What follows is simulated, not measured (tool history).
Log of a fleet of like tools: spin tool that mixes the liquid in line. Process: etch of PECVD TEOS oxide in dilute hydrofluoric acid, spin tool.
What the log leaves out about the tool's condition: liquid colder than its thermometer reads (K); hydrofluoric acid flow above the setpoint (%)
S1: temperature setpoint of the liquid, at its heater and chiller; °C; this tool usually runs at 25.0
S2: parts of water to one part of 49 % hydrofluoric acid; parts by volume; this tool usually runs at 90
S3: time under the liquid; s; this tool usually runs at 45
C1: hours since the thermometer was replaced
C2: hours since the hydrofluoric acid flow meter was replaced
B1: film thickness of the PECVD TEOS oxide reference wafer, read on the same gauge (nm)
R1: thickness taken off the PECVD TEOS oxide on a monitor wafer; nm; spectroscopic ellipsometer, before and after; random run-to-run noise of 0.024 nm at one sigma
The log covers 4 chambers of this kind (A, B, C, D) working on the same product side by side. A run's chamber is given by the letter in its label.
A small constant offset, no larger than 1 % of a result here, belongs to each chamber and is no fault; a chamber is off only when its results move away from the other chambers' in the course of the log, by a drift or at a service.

Run 1C, hour 3.4: usual settings; C1 99.5; C2 153.1; B1 40.000. Result: R1 5.7361 nm.
Run 2A, hour 8.5: usual settings; C1 1153.6; C2 948.0; B1 40.000. Result: R1 5.8607 nm.
Run 3D, hour 13.0: usual settings; C1 876.6; C2 901.9; B1 40.008. Result: R1 5.7971 nm.
Run 4B, hour 16.0: usual settings; C1 422.9; C2 740.7; B1 39.965. Result: R1 5.7952 nm.
Run 5D, hour 20.7: usual settings; C1 884.3; C2 909.6; B1 39.999. Result: R1 5.7971 nm.
Run 6A, hour 27.0: usual settings but S1 27.5 °C, S2 120 parts by volume; C1 1172.1; C2 966.5; B1 40.015. Result: R1 4.5979 nm.
Run 7B, hour 31.7: usual settings but S1 27.5 °C, S2 120 parts by volume; C1 438.6; C2 756.4; B1 39.997. Result: R1 4.5765 nm.
Run 8C, hour 37.9: usual settings but S1 27.5 °C, S2 120 parts by volume; C1 134.0; C2 187.6; B1 39.992. Result: R1 4.5586 nm.
Run 9B, hour 42.7: usual settings but S1 27.5 °C, S2 120 parts by volume; C1 449.6; C2 767.4; B1 40.020. Result: R1 4.5874 nm.
Run 10D, hour 47.3: usual settings; C1 910.9; C2 936.2; B1 40.017. Result: R1 5.7932 nm.
Run 11C, hour 53.2: usual settings but S1 21.5 °C, S2 105 parts by volume; C1 149.3; C2 202.9; B1 40.001. Result: R1 4.1867 nm.
Run 12A, hour 57.8: usual settings but S1 21.5 °C, S2 105 parts by volume; C1 1202.9; C2 997.3; B1 40.005. Result: R1 4.2568 nm.
Run 13B, hour 63.7: usual settings but S1 21.5 °C, S2 105 parts by volume; C1 470.6; C2 788.4; B1 39.986. Result: R1 4.2278 nm.
Run 14D, hour 67.9: usual settings but S1 21.5 °C, S2 105 parts by volume; C1 931.5; C2 956.8; B1 40.008. Result: R1 4.2548 nm.
Run 15C, hour 72.9: usual settings; C1 169.0; C2 222.6; B1 39.992. Result: R1 5.7583 nm.
Run 16A, hour 78.9: usual settings; C1 1224.0; C2 1018.4; B1 39.994. Result: R1 5.7741 nm.
Run 17B, hour 84.5: usual settings; C1 491.4; C2 809.2; B1 39.981. Result: R1 5.7094 nm.
Run 18A, hour 87.8: usual settings but S3 35 s; C1 1232.9; C2 1027.3; B1 39.973. Result: R1 4.5189 nm.
Run 19C, hour 92.7: usual settings but S3 35 s; C1 188.8; C2 242.4; B1 39.992. Result: R1 4.4648 nm.
Run 20D, hour 99.5: usual settings but S3 35 s; C1 963.1; C2 988.4; B1 39.983. Result: R1 4.5211 nm.
Run 21A, hour 102.7: usual settings but S3 35 s; C1 1247.8; C2 1042.2; B1 40.010. Result: R1 4.4938 nm.
Run 22C, hour 108.7: usual settings but S1 27.0 °C; C1 204.8; C2 258.4; B1 39.972. Result: R1 6.2159 nm.
Run 23D, hour 114.6: usual settings but S1 27.0 °C; C1 978.2; C2 1003.5; B1 39.978. Result: R1 6.2661 nm.
Run 24B, hour 120.1: usual settings but S1 27.0 °C; C1 527.0; C2 844.8; B1 39.986. Result: R1 6.0471 nm.
Run 25A, hour 125.1: usual settings but S1 27.0 °C; C1 1270.2; C2 1064.6; B1 39.991. Result: R1 6.2484 nm.
Run 26C, hour 128.2: usual settings; C1 224.3; C2 277.9; B1 40.006. Result: R1 5.7126 nm.
Run 27B, hour 132.5: usual settings; C1 539.4; C2 857.2; B1 39.992. Result: R1 5.5449 nm.
Run 28D, hour 137.3: usual settings; C1 1000.9; C2 1026.2; B1 40.020. Result: R1 5.7943 nm.
Run 29D, hour 142.9: usual settings; C1 1006.5; C2 1031.8; B1 40.016. Result: R1 5.7551 nm.
Run 30C, hour 146.2: usual settings but S2 60 parts by volume, S3 25 s; C1 242.3; C2 295.9; B1 39.996. Result: R1 5.0761 nm.
Run 31A, hour 151.8: usual settings but S2 60 parts by volume, S3 25 s; C1 1296.9; C2 1091.3; B1 40.002. Result: R1 4.9850 nm.
Run 32B, hour 155.9: usual settings but S2 60 parts by volume, S3 25 s; C1 562.8; C2 880.6; B1 39.970. Result: R1 4.7470 nm.

The same settings go to every chamber for the next run, one line per chamber below. Forecast the results for each:
Run 33A, hour 160.8: usual settings but S3 65 s. Result: R1 ?.
Run 33B, hour 160.8: usual settings but S3 65 s. Result: R1 ?.
Run 33C, hour 160.8: usual settings but S3 65 s. Result: R1 ?.
Run 33D, hour 160.8: usual settings but S3 65 s. Result: R1 ?.

run      R1
33A  8.3688
33B  7.9328
33C  8.2923
33D  8.3612
